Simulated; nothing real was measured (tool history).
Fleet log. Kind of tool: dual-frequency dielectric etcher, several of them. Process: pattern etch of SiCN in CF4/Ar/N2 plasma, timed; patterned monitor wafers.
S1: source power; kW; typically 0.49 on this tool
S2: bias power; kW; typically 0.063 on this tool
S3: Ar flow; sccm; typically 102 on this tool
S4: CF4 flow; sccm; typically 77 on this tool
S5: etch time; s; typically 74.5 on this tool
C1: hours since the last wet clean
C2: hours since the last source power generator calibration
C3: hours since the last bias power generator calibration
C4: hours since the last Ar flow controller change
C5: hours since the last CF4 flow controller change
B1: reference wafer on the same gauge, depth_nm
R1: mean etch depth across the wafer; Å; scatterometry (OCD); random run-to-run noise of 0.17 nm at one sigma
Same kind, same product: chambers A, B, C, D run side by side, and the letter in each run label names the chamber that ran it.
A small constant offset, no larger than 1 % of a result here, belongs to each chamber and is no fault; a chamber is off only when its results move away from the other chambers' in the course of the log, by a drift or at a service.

run,hour,S1,S2,S3,S4,S5,C1,C2,C3,C4,C5,B1,R1
1D,3.6,0.49,0.063,102,77,74.5,162,289.8,2291.5,2446,300.9,79.899,670.09
# hour 7: chamber A: bias power generator calibrated
2C,8.1,0.49,0.063,102,77,74.5,194.3,1599.2,439,579.8,1596.6,79.912,663.52
3A,12.8,0.49,0.063,102,77,74.5,116.1,3029.6,5.8,1712.8,3571.4,79.908,661.21
4B,15,0.49,0.063,102,77,74.5,432.1,1479.8,413.6,357.2,3032.5,79.908,670.81
5B,18.4,0.49,0.069,102,77,74.5,435.5,1483.2,417,360.6,3035.9,79.891,687.36
6C,21.4,0.49,0.069,102,77,74.5,207.6,1612.5,452.3,593.1,1609.9,79.861,684.73
7D,25.1,0.49,0.069,102,77,74.5,183.5,311.3,2313,2467.5,322.4,79.899,687.42
8A,29,0.49,0.069,102,77,74.5,132.3,3045.8,22,1729,3587.6,79.903,682.65
9C,32,0.49,0.063,102,77,74.5,218.2,1623.1,462.9,603.7,1620.5,79.909,664.57
10B,35.1,0.49,0.063,102,77,74.5,452.2,1499.9,433.7,377.3,3052.6,79.891,669.17
11A,38.7,0.49,0.063,102,77,74.5,142,3055.5,31.7,1738.7,3597.3,79.892,662.95
12D,42.7,0.49,0.063,102,77,74.5,201.1,328.9,2330.6,2485.1,340,79.892,676.1
13A,45.3,0.49,0.063,102,77,74.5,148.6,3062.1,38.3,1745.3,3603.9,79.867,665.64
14D,50,0.49,0.063,102,77,74.5,208.4,336.2,2337.9,2492.4,347.3,79.963,673.25
15B,52.4,0.49,0.063,102,77,74.5,469.5,1517.2,451,394.6,3069.9,79.891,668.48
16C,56.9,0.49,0.069,102,77,74.5,243.1,1648,487.8,628.6,1645.4,79.914,686.74
17B,60.1,0.49,0.069,102,77,74.5,477.2,1524.9,458.7,402.3,3077.6,79.901,692.84
18C,64.5,0.49,0.069,102,77,74.5,250.7,1655.6,495.4,636.2,1653,79.93,681.87
19A,66.9,0.49,0.069,102,77,74.5,170.2,3083.7,59.9,1766.9,3625.5,79.933,686.5
20D,70.2,0.49,0.075,102,95,74.5,228.6,356.4,2358.1,2512.6,367.5,79.885,743.08
21C,74.4,0.49,0.075,102,95,74.5,260.6,1665.5,505.3,646.1,1662.9,79.916,724.51
22A,77.6,0.49,0.075,102,95,74.5,180.9,3094.4,70.6,1777.6,3636.2,79.891,728.42
23D,80.8,0.49,0.075,102,95,74.5,239.2,367,2368.7,2523.2,378.1,79.892,744.95
24B,83.1,0.49,0.063,102,77,74.5,500.2,1547.9,481.7,425.3,3100.6,79.881,670.07
25A,85.6,0.49,0.063,102,77,74.5,188.9,3102.4,78.6,1785.6,3644.2,79.891,663.23
26B,87.7,0.49,0.063,102,77,74.5,504.8,1552.5,486.3,429.9,3105.2,79.88,669.57
27D,92,0.49,0.063,102,77,74.5,250.4,378.2,2379.9,2534.4,389.3,79.934,683.34
28C,95.6,0.49,0.063,102,77,74.5,281.8,1686.7,526.5,667.3,1684.1,79.895,665.96
29D,98.6,0.49,0.051,102,77,91,257,384.8,2386.5,2541,395.9,79.863,780.99
30A,102.4,0.49,0.051,102,77,91,205.7,3119.2,95.4,1802.4,3661,79.883,754.99
# hour 103.1: chamber B: CF4 flow controller replaced
31C,104.9,0.49,0.051,102,77,91,291.1,1696,535.8,676.6,1693.4,79.845,758.26
32B,107.5,0.49,0.051,102,77,91,524.6,1572.3,506.1,449.7,4.4,79.925,761.3
33C,110.6,0.49,0.063,102,77,74.5,296.8,1701.7,541.5,682.3,1699.1,79.888,662.92

All 4 chambers run these settings next. Forecast each chamber's results:
34A,114,0.49,0.063,102,77,74.5,,,,,,,?
34B,114,0.49,0.063,102,77,74.5,,,,,,,?
34C,114,0.49,0.063,102,77,74.5,,,,,,,?
34D,114,0.49,0.063,102,77,74.5,,,,,,,?

run,R1
34A,663.79
34B,669.89
34C,666.15
34D,687.82
